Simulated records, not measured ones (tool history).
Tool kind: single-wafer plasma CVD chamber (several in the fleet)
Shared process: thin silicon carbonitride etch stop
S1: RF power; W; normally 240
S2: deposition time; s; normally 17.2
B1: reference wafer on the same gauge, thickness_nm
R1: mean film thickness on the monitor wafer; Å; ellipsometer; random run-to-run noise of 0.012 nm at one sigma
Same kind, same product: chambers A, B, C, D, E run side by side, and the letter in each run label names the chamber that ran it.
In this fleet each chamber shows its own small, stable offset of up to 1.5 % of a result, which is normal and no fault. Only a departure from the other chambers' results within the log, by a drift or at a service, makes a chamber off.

run,hour,S1,S2,B1,R1
1E,2.9,240,17.2,8.6974,102.63
# hour 3.5: chamber D: thermocouple changed; heater temperature recalibrated
2C,9.2,240,17.2,8.6985,104.72
3D,14.4,240,17.2,8.6968,103.46
4B,19.6,240,17.2,8.6966,102.96
5A,25.9,240,17.2,8.693,103.1
6A,30.8,240,17.2,8.6918,103.07
7B,37,240,17.2,8.69,103.05
8D,43.1,240,17.2,8.6879,103.25
9C,46.5,240,17.2,8.6878,104.67
10E,52.1,240,17.2,8.6873,102.57
11E,55.6,240,17.2,8.6847,102.68
12D,62.3,240,17.2,8.6844,103.11
13A,65.5,240,17.2,8.6844,102.62
# hour 70.2: chamber A: thermocouple changed; heater temperature recalibrated
14C,71.9,240,17.2,8.6793,104.53
15B,75.6,240,17.2,8.6795,102.85
16D,82.1,240,17.2,8.6784,103.16
17E,87,240,17.2,8.6758,102.54
18C,92.6,240,17.2,8.6754,104.39
19B,99.3,275,15.3,8.6753,95.411
20A,103.3,275,15.3,8.6731,95.116
21B,109.8,275,15.3,8.6717,95.291
22E,113.2,275,15.3,8.671,94.996
23C,118.2,275,15.3,8.6692,96.782
24A,123.6,240,17.2,8.6695,102.65
25D,128.3,240,17.2,8.6687,102.88
26A,131.3,240,17.2,8.6654,102.63
27B,134.7,240,17.2,8.6655,102.74
28E,140,240,17.2,8.6659,102.32
29D,143.9,240,17.2,8.6622,102.83
30C,147.7,270,14.4,8.6653,90.346
31E,152,270,14.4,8.6602,88.704
32B,155.4,270,14.4,8.6611,89.081
33C,161.3,270,14.4,8.6602,90.4
34A,164.7,270,14.4,8.6593,89.108

Decide between three cases: one chamber stands off from its peers, the gauge reading all wafers drifts, or nothing is wrong past each chamber's small offset. Where a chamber is off, say which and what most likely put it there.

The shared gauge is drifting. All chambers look as if they move in step, but none is off.
Most likely cause: gauge reads low (%) = 0.485.
